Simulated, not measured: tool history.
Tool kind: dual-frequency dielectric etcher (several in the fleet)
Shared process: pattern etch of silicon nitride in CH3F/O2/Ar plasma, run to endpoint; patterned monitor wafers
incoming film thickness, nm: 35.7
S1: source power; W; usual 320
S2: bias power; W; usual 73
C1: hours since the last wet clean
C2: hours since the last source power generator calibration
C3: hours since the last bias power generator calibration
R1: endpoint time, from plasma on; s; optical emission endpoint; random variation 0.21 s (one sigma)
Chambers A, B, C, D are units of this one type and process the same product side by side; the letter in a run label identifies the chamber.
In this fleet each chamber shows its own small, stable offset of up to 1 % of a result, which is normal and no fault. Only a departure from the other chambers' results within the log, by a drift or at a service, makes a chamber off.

Run 1C, hour 10.4: usual settings; C1 358.2; C2 98.2; C3 3543.8. Result: R1 55.761 s.
Run 2B, hour 17.1: usual settings; C1 65.4; C2 1566.6; C3 1052.1. Result: R1 56.009 s.
Run 3D, hour 25.3: usual settings; C1 503.4; C2 428.9; C3 761.3. Result: R1 56.384 s.
Run 4A, hour 33.5: usual settings; C1 375.9; C2 690.1; C3 1966.9. Result: R1 56.361 s.
Run 5A, hour 38.5: usual settings; C1 380.9; C2 695.1; C3 1971.9. Result: R1 56.252 s.
Run 6C, hour 44.6: usual settings; C1 392.4; C2 132.4; C3 3578.0. Result: R1 55.995 s.
Run 7D, hour 51.7: usual settings; C1 529.8; C2 455.3; C3 787.7. Result: R1 56.580 s.
At hour 54.6: chamber A: wet clean of the chamber.
Run 8B, hour 57.5: usual settings but S1 390 W, S2 81 W; C1 105.8; C2 1607.0; C3 1092.5. Result: R1 50.249 s.
Run 9A, hour 64.2: usual settings but S1 390 W, S2 81 W; C1 9.6; C2 720.8; C3 1997.6. Result: R1 49.855 s.
Run 10D, hour 70.3: usual settings but S1 390 W, S2 81 W; C1 548.4; C2 473.9; C3 806.3. Result: R1 50.535 s.
At hour 73.5: chamber D: wet clean of the chamber.
Run 11C, hour 75.8: usual settings but S1 390 W, S2 81 W; C1 423.6; C2 163.6; C3 3609.2. Result: R1 50.419 s.
Run 12B, hour 81.2: usual settings; C1 129.5; C2 1630.7; C3 1116.2. Result: R1 55.718 s.
Run 13A, hour 90.8: usual settings; C1 36.2; C2 747.4; C3 2024.2. Result: R1 56.107 s.
Run 14D, hour 95.8: usual settings; C1 22.3; C2 499.4; C3 831.8. Result: R1 56.246 s.
Run 15B, hour 104.2: usual settings; C1 152.5; C2 1653.7; C3 1139.2. Result: R1 56.074 s.
Run 16C, hour 111.2: usual settings; C1 459.0; C2 199.0; C3 3644.6. Result: R1 56.151 s.
Run 17A, hour 121.3: usual settings; C1 66.7; C2 777.9; C3 2054.7. Result: R1 56.276 s.
Run 18B, hour 127.0: usual settings; C1 175.3; C2 1676.5; C3 1162.0. Result: R1 55.886 s.
Run 19C, hour 133.9: usual settings; C1 481.7; C2 221.7; C3 3667.3. Result: R1 56.346 s.
Run 20D, hour 142.5: usual settings; C1 69.0; C2 546.1; C3 878.5. Result: R1 56.067 s.
At hour 150.3: chamber C: wet clean of the chamber.
Run 21C, hour 152.1: usual settings; C1 1.8; C2 239.9; C3 3685.5. Result: R1 56.222 s.
Run 22D, hour 157.6: usual settings; C1 84.1; C2 561.2; C3 893.6. Result: R1 56.206 s.
Run 23B, hour 166.2: usual settings; C1 214.5; C2 1715.7; C3 1201.2. Result: R1 55.913 s.
Run 24A, hour 174.6: usual settings but S1 240 W, S2 56 W; C1 120.0; C2 831.2; C3 2108.0. Result: R1 68.530 s.
Run 25B, hour 184.5: usual settings but S1 240 W, S2 56 W; C1 232.8; C2 1734.0; C3 1219.5. Result: R1 68.344 s.
Run 26D, hour 190.1: usual settings but S1 240 W, S2 56 W; C1 116.6; C2 593.7; C3 926.1. Result: R1 68.538 s.
Run 27C, hour 195.7: usual settings but S1 240 W, S2 56 W; C1 45.4; C2 283.5; C3 3729.1. Result: R1 68.430 s.
Run 28A, hour 203.0: usual settings; C1 148.4; C2 859.6; C3 2136.4. Result: R1 56.217 s.
Run 29D, hour 208.4: usual settings; C1 134.9; C2 612.0; C3 944.4. Result: R1 56.604 s.
Run 30C, hour 218.0: usual settings; C1 67.7; C2 305.8; C3 3751.4. Result: R1 56.026 s.
Run 31A, hour 224.0: usual settings; C1 169.4; C2 880.6; C3 2157.4. Result: R1 56.377 s.
Run 32B, hour 233.4: usual settings; C1 281.7; C2 1782.9; C3 1268.4. Result: R1 56.008 s.
Run 33C, hour 243.8: usual settings; C1 93.5; C2 331.6; C3 3777.2. Result: R1 55.763 s.
Run 34D, hour 249.3: usual settings; C1 175.8; C2 652.9; C3 985.3. Result: R1 56.297 s.
Run 35B, hour 256.1: usual settings but S2 79 W; C1 304.4; C2 1805.6; C3 1291.1. Result: R1 54.457 s.
Run 36A, hour 262.4: usual settings but S2 79 W; C1 207.8; C2 919.0; C3 2195.8. Result: R1 55.154 s.
Run 37D, hour 268.1: usual settings but S2 79 W; C1 194.6; C2 671.7; C3 1004.1. Result: R1 54.831 s.
Run 38A, hour 275.1: usual settings but S2 79 W; C1 220.5; C2 931.7; C3 2208.5. Result: R1 54.522 s.
Run 39B, hour 285.6: usual settings but S2 88 W; C1 333.9; C2 1835.1; C3 1320.6. Result: R1 52.435 s.
Run 40C, hour 291.8: usual settings but S2 88 W; C1 141.5; C2 379.6; C3 3825.2. Result: R1 52.460 s.
Run 41C, hour 298.4: usual settings but S2 88 W; C1 148.1; C2 386.2; C3 3831.8. Result: R1 52.262 s.

Decide between three cases: one chamber stands off from its peers, the gauge reading all wafers drifts, or nothing is wrong past each chamber's small offset. Where a chamber is off, say which and what most likely put it there.

The fleet is healthy, with each chamber sitting at its usual small offset and no drift in the gauge.
